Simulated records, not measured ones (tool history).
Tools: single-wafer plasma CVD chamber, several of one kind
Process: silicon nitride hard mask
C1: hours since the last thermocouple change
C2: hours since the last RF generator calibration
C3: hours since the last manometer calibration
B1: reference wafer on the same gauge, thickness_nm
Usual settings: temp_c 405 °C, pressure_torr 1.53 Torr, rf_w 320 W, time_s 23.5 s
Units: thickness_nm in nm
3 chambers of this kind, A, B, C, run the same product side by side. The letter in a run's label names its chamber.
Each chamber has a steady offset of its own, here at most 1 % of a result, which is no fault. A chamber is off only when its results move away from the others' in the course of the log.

{"run": "1C", "hour": 4.1, "temp_c": 405, "pressure_torr": 1.53, "rf_w": 320, "time_s": 23.5, "C1": 1360.8, "C2": 769.4, "C3": 980.5, "B1": 32.205, "thickness_nm": 27.995}
{"run": "2B", "hour": 9.6, "temp_c": 405, "pressure_torr": 1.53, "rf_w": 320, "time_s": 23.5, "C1": 1030, "C2": 691.2, "C3": 487.8, "B1": 32.207, "thickness_nm": 27.625}
{"run": "3A", "hour": 13.3, "temp_c": 405, "pressure_torr": 1.53, "rf_w": 320, "time_s": 23.5, "C1": 1876.6, "C2": 1128.6, "C3": 2230.8, "B1": 32.2, "thickness_nm": 27.784}
{"run": "4A", "hour": 21.2, "temp_c": 405, "pressure_torr": 1.53, "rf_w": 320, "time_s": 23.5, "C1": 1884.5, "C2": 1136.5, "C3": 2238.7, "B1": 32.187, "thickness_nm": 27.646}
{"run": "5B", "hour": 28.0, "temp_c": 396, "pressure_torr": 1.53, "rf_w": 345, "time_s": 23.5, "C1": 1048.4, "C2": 709.6, "C3": 506.2, "B1": 32.188, "thickness_nm": 29.274}
{"run": "6C", "hour": 35.2, "temp_c": 396, "pressure_torr": 1.53, "rf_w": 345, "time_s": 23.5, "C1": 1391.9, "C2": 800.5, "C3": 1011.6, "B1": 32.202, "thickness_nm": 29.215}
{"run": "7C", "hour": 38.9, "temp_c": 396, "pressure_torr": 1.53, "rf_w": 345, "time_s": 23.5, "C1": 1395.6, "C2": 804.2, "C3": 1015.3, "B1": 32.198, "thickness_nm": 29.513}
{"run": "8B", "hour": 43.9, "temp_c": 405, "pressure_torr": 1.53, "rf_w": 320, "time_s": 23.5, "C1": 1064.3, "C2": 725.5, "C3": 522.1, "B1": 32.183, "thickness_nm": 27.775}
{"run": "9A", "hour": 50.1, "temp_c": 405, "pressure_torr": 1.53, "rf_w": 320, "time_s": 23.5, "C1": 1913.4, "C2": 1165.4, "C3": 2267.6, "B1": 32.19, "thickness_nm": 27.595}
{"run": "10C", "hour": 56.0, "temp_c": 405, "pressure_torr": 1.53, "rf_w": 320, "time_s": 23.5, "C1": 1412.7, "C2": 821.3, "C3": 1032.4, "B1": 32.192, "thickness_nm": 28.086}
{"run": "11A", "hour": 60.1, "temp_c": 405, "pressure_torr": 1.53, "rf_w": 320, "time_s": 23.5, "C1": 1923.4, "C2": 1175.4, "C3": 2277.6, "B1": 32.201, "thickness_nm": 27.604}
{"run": "12B", "hour": 65.5, "temp_c": 405, "pressure_torr": 1.53, "rf_w": 280, "time_s": 23.5, "C1": 1085.9, "C2": 747.1, "C3": 543.7, "B1": 32.198, "thickness_nm": 25.266}
{"run": "13A", "hour": 70.7, "temp_c": 405, "pressure_torr": 1.53, "rf_w": 280, "time_s": 23.5, "C1": 1934, "C2": 1186, "C3": 2288.2, "B1": 32.171, "thickness_nm": 25.327}
{"run": "14B", "hour": 77.5, "temp_c": 405, "pressure_torr": 1.53, "rf_w": 280, "time_s": 23.5, "C1": 1097.9, "C2": 759.1, "C3": 555.7, "B1": 32.191, "thickness_nm": 25.06}
{"run": "15C", "hour": 82.4, "temp_c": 405, "pressure_torr": 1.53, "rf_w": 320, "time_s": 23.5, "C1": 1439.1, "C2": 847.7, "C3": 1058.8, "B1": 32.198, "thickness_nm": 27.99}
{"run": "16C", "hour": 90.2, "temp_c": 405, "pressure_torr": 1.53, "rf_w": 320, "time_s": 23.5, "C1": 1446.9, "C2": 855.5, "C3": 1066.6, "B1": 32.222, "thickness_nm": 28.084}
{"run": "17B", "hour": 94.2, "temp_c": 405, "pressure_torr": 1.53, "rf_w": 320, "time_s": 23.5, "C1": 1114.6, "C2": 775.8, "C3": 572.4, "B1": 32.182, "thickness_nm": 27.468}
{"run": "18A", "hour": 98.8, "temp_c": 405, "pressure_torr": 1.53, "rf_w": 320, "time_s": 23.5, "C1": 1962.1, "C2": 1214.1, "C3": 2316.3, "B1": 32.2, "thickness_nm": 27.662}
{"run": "19C", "hour": 104.0, "temp_c": 405, "pressure_torr": 1.53, "rf_w": 320, "time_s": 23.5, "C1": 1460.7, "C2": 869.3, "C3": 1080.4, "B1": 32.204, "thickness_nm": 27.915}
{"run": "20B", "hour": 108.7, "temp_c": 405, "pressure_torr": 1.53, "rf_w": 320, "time_s": 23.5, "C1": 1129.1, "C2": 790.3, "C3": 586.9, "B1": 32.204, "thickness_nm": 27.261}
{"run": "21A", "hour": 113.7, "temp_c": 405, "pressure_torr": 1.53, "rf_w": 320, "time_s": 23.5, "C1": 1977, "C2": 1229, "C3": 2331.2, "B1": 32.215, "thickness_nm": 27.773}
{"run": "22B", "hour": 121.3, "temp_c": 405, "pressure_torr": 1.53, "rf_w": 320, "time_s": 23.5, "C1": 1141.7, "C2": 802.9, "C3": 599.5, "B1": 32.205, "thickness_nm": 27.351}
{"run": "23C", "hour": 127.6, "temp_c": 405, "pressure_torr": 1.53, "rf_w": 320, "time_s": 23.5, "C1": 1484.3, "C2": 892.9, "C3": 1104, "B1": 32.183, "thickness_nm": 28.048}
{"run": "24A", "hour": 132.3, "temp_c": 405, "pressure_torr": 1.53, "rf_w": 365, "time_s": 23.5, "C1": 1995.6, "C2": 1247.6, "C3": 2349.8, "B1": 32.212, "thickness_nm": 29.924}
{"run": "25B", "hour": 140.6, "temp_c": 405, "pressure_torr": 1.53, "rf_w": 365, "time_s": 23.5, "C1": 1161, "C2": 822.2, "C3": 618.8, "B1": 32.192, "thickness_nm": 29.521}
{"run": "26C", "hour": 145.7, "temp_c": 405, "pressure_torr": 1.53, "rf_w": 365, "time_s": 23.5, "C1": 1502.4, "C2": 911, "C3": 1122.1, "B1": 32.175, "thickness_nm": 30.593}
{"run": "27A", "hour": 152.4, "temp_c": 405, "pressure_torr": 1.53, "rf_w": 370, "time_s": 23.5, "C1": 2015.7, "C2": 1267.7, "C3": 2369.9, "B1": 32.206, "thickness_nm": 30.262}
{"run": "28A", "hour": 157.4, "temp_c": 405, "pressure_torr": 1.53, "rf_w": 370, "time_s": 23.5, "C1": 2020.7, "C2": 1272.7, "C3": 2374.9, "B1": 32.222, "thickness_nm": 30.33}
{"run": "29B", "hour": 163.3, "temp_c": 405, "pressure_torr": 1.53, "rf_w": 370, "time_s": 23.5, "C1": 1183.7, "C2": 844.9, "C3": 641.5, "B1": 32.201, "thickness_nm": 29.902}
{"run": "30C", "hour": 168.5, "temp_c": 405, "pressure_torr": 1.53, "rf_w": 320, "time_s": 23.5, "C1": 1525.2, "C2": 933.8, "C3": 1144.9, "B1": 32.214, "thickness_nm": 27.963}
{"run": "31B", "hour": 172.5, "temp_c": 405, "pressure_torr": 1.2, "rf_w": 320, "time_s": 23.5, "C1": 1192.9, "C2": 854.1, "C3": 650.7, "B1": 32.18, "thickness_nm": 24.934}
{"run": "32C", "hour": 180.9, "temp_c": 405, "pressure_torr": 1.2, "rf_w": 320, "time_s": 23.5, "C1": 1537.6, "C2": 946.2, "C3": 1157.3, "B1": 32.185, "thickness_nm": 25.946}
{"run": "33A", "hour": 187.5, "temp_c": 405, "pressure_torr": 1.2, "rf_w": 320, "time_s": 23.5, "C1": 2050.8, "C2": 1302.8, "C3": 2405, "B1": 32.191, "thickness_nm": 25.798}

Is one chamber off against the others, does the gauge drift, or is nothing wrong? If a chamber is off, say which, and what the likeliest cause is.

Chamber B drifts away from the others.
Cause: delivered RF power below the setpoint (%) = 3.65.
The log may not tell that from: true pressure below the setpoint (%).

Here are 4 candidates for chamber B's next run, each the usual settings with a change, their results left as question marks. Which one brings its results back in line with what the others give on the usual settings?
In line means no further than this from the other chambers' mean on the usual settings: thickness_nm 0.3 nm
{"run": "34B-1", "hour": 193.6, "temp_c": 405, "pressure_torr": 1.47, "rf_w": 320, "time_s": 23.5, "thickness_nm": "?"}
{"run": "34B-2", "hour": 193.6, "temp_c": 405, "pressure_torr": 1.54, "rf_w": 325, "time_s": 23.9, "thickness_nm": "?"}
{"run": "34B-3", "hour": 193.6, "temp_c": 406, "pressure_torr": 1.37, "rf_w": 320, "time_s": 23.5, "thickness_nm": "?"}
{"run": "34B-4", "hour": 193.6, "temp_c": 405, "pressure_torr": 1.59, "rf_w": 320, "time_s": 23.5, "thickness_nm": "?"}

The other chambers' mean on the usual settings: thickness_nm 27.828 nm
run=34B-1 thickness_nm=26.69
run=34B-2 thickness_nm=27.814
run=34B-3 thickness_nm=26.114
run=34B-4 thickness_nm=27.32
34B-2 brings the chamber back in line.
